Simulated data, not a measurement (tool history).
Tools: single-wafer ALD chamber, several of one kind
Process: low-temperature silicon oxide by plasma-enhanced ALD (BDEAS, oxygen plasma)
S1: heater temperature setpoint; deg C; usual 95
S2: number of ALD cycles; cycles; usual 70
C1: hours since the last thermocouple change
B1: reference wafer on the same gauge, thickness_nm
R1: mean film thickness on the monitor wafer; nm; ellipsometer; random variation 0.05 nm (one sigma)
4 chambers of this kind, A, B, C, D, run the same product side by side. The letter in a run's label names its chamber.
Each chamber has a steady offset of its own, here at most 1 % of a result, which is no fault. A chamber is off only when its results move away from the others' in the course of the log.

run	day	S1	S2	C1	B1	R1
1A	0.533	95	70	1923.5	8.5984	10.283
# day 0.842: chamber C: thermocouple changed; heater temperature recalibrated
2D	0.854	95	70	391.9	8.6028	10.176
3C	1.204	95	70	8.8	8.5935	10.231
4B	1.775	95	70	788.7	8.5886	10.234
5C	2.383	100	83	37.1	8.6045	11.831
6D	2.725	100	83	436.8	8.6058	11.881
7A	3.308	100	83	1990.1	8.6011	12.002
8B	3.746	100	83	836	8.6046	11.962
9C	4.1	95	70	78.3	8.6017	10.216
10A	4.417	95	70	2016.7	8.607	10.21
11D	4.9	108	82	489	8.5938	11.574
12B	5.467	108	82	877.3	8.6026	11.639
13D	5.846	108	82	511.7	8.587	11.668
14B	6.267	108	82	896.5	8.6185	11.632
15A	6.612	95	70	2069.4	8.5873	10.17
16C	7.129	95	70	151	8.6018	10.124
17C	7.575	95	70	161.7	8.6022	10.104
18D	8.029	95	70	564.1	8.5945	10.227
19B	8.496	104	70	950	8.5882	10.01
20A	9	104	70	2126.7	8.5956	9.9517
21C	9.558	104	70	209.3	8.5994	9.9738
22D	9.942	104	70	610	8.6055	10.048
23B	10.479	95	70	997.6	8.6017	10.27
24A	11.054	95	70	2176	8.5951	10.219
25A	11.617	95	70	2189.5	8.6022	10.069
26D	12.179	95	70	663.7	8.606	10.179
27C	12.771	95	70	286.4	8.6035	10.157
28B	13.358	95	70	1066.7	8.5903	10.272
29B	13.704	95	70	1075	8.5987	10.391

All 4 chambers run these settings next. Forecast each chamber's results:
30A	14.158	95	70			?
30B	14.158	95	70			?
30C	14.158	95	70			?
30D	14.158	95	70			?

run	R1
30A	10.218
30B	10.241
30C	10.218
30D	10.214

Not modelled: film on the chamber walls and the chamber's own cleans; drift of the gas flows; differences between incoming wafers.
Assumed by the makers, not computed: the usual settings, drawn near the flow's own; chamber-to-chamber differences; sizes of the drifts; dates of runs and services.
